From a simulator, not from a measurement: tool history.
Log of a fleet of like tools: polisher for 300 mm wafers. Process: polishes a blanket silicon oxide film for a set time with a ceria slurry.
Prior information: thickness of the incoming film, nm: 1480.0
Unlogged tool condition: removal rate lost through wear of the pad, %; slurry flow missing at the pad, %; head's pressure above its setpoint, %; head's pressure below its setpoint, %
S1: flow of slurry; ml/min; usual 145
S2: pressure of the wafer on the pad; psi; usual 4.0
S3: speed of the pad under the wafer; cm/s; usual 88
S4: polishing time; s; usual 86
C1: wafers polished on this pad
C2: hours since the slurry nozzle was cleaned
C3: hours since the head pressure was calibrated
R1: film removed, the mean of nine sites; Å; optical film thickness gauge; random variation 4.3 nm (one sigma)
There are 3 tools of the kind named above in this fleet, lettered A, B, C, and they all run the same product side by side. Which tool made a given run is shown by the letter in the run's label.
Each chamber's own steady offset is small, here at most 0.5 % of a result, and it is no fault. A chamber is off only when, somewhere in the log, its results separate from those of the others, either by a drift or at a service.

run 1C hour=2.4 | S1=145 S2=4.0 S3=88 S4=86 | C1=209 C2=48.5 C3=780.1 | R1=3408.0
run 2A hour=6.3 | S1=145 S2=4.0 S3=88 S4=86 | C1=520 C2=534.7 C3=333.3 | R1=3375.1
run 3B hour=9.1 | S1=145 S2=4.0 S3=88 S4=86 | C1=276 C2=241.0 C3=415.1 | R1=3452.6
run 4A hour=11.4 | S1=145 S2=4.0 S3=88 S4=86 | C1=580 C2=539.8 C3=338.4 | R1=3408.7
run 5C hour=16.0 | S1=145 S2=4.0 S3=88 S4=86 | C1=369 C2=62.1 C3=793.7 | R1=3414.1
run 6B hour=20.9 | S1=145 S2=4.0 S3=70 S4=86 | C1=415 C2=252.8 C3=426.9 | R1=2700.8
run 7C hour=23.2 | S1=145 S2=4.0 S3=70 S4=86 | C1=454 C2=69.3 C3=800.9 | R1=2729.7
run 8A hour=28.1 | S1=145 S2=4.0 S3=70 S4=86 | C1=777 C2=556.5 C3=355.1 | R1=2787.5
run 9B hour=31.7 | S1=145 S2=4.0 S3=88 S4=86 | C1=543 C2=263.6 C3=437.7 | R1=3447.1
run 10C hour=36.1 | S1=145 S2=4.0 S3=88 S4=86 | C1=606 C2=82.2 C3=813.8 | R1=3419.2
run 11B hour=40.1 | S1=145 S2=4.0 S3=88 S4=86 | C1=642 C2=272.0 C3=446.1 | R1=3428.0
run 12A hour=44.6 | S1=145 S2=4.0 S3=88 S4=86 | C1=972 C2=573.0 C3=371.6 | R1=3509.4
-- hour=47.2 chamber B: head pressure recalibrated
run 13C hour=48.7 | S1=145 S2=4.0 S3=88 S4=86 | C1=755 C2=94.8 C3=826.4 | R1=3444.0
run 14B hour=52.8 | S1=145 S2=4.0 S3=88 S4=86 | C1=792 C2=284.7 C3=5.6 | R1=3101.2
-- hour=53.4 chamber B: worn pad replaced by a new one
run 15A hour=55.6 | S1=145 S2=4.0 S3=88 S4=86 | C1=1102 C2=584.0 C3=382.6 | R1=3392.6
run 16B hour=59.3 | S1=145 S2=4.0 S3=88 S4=86 | C1=70 C2=291.2 C3=12.1 | R1=3080.1
-- hour=59.4 chamber A: worn pad replaced by a new one
run 17C hour=62.5 | S1=145 S2=4.0 S3=88 S4=86 | C1=918 C2=108.6 C3=840.2 | R1=3435.8
run 18A hour=65.9 | S1=145 S2=4.0 S3=88 S4=86 | C1=77 C2=594.3 C3=392.9 | R1=3389.8
run 19C hour=70.3 | S1=145 S2=4.0 S3=88 S4=86 | C1=1010 C2=116.4 C3=848.0 | R1=3462.7
run 20B hour=75.3 | S1=145 S2=5.4 S3=88 S4=86 | C1=259 C2=307.2 C3=28.1 | R1=4173.8
run 21A hour=78.6 | S1=145 S2=5.4 S3=88 S4=86 | C1=227 C2=607.0 C3=405.6 | R1=4612.6
run 22A hour=82.0 | S1=145 S2=5.4 S3=88 S4=86 | C1=267 C2=610.4 C3=409.0 | R1=4684.3
run 23B hour=86.9 | S1=145 S2=4.0 S3=88 S4=86 | C1=395 C2=318.8 C3=39.7 | R1=3097.9
-- hour=89.9 chamber C: worn pad replaced by a new one
run 24C hour=89.9 | S1=145 S2=4.0 S3=88 S4=86 | C1=0 C2=136.0 C3=867.6 | R1=3497.0
run 25C hour=93.5 | S1=145 S2=4.0 S3=88 S4=86 | C1=42 C2=139.6 C3=871.2 | R1=3550.7

Read the log: is a single chamber off, either drifting away or since a service, is the gauge that measures every chamber drifting, or is nothing wrong beyond small per-chamber offsets? Name any odd chamber and what most likely caused it.

After it was serviced, chamber B no longer matches the other chambers.
Most likely cause: head's pressure below its setpoint, % = 10.

Which of the 4 candidates below, each the usual settings with something changed and its results left as question marks, puts chamber B back in line with what the other chambers give on the usual settings?
A result is in line if it is within this distance of the other chambers' mean on the usual settings: R1 150.0 Å
run 26B-1 hour=97.1 | S1=145 S2=4.0 S3=90 S4=86 | R1=?
run 26B-2 hour=97.1 | S1=145 S2=4.1 S3=92 S4=89 | R1=?
run 26B-3 hour=97.1 | S1=140 S2=3.6 S3=88 S4=86 | R1=?
run 26B-4 hour=97.1 | S1=145 S2=4.0 S3=86 S4=86 | R1=?

On the usual settings, the other chambers give on average: R1 3428.8 Å
run=26B-1 R1=3185.3
run=26B-2 R1=3453.3
run=26B-3 R1=2789.3
run=26B-4 R1=3042.6
With 26B-2, the chamber falls back in line with the rest.
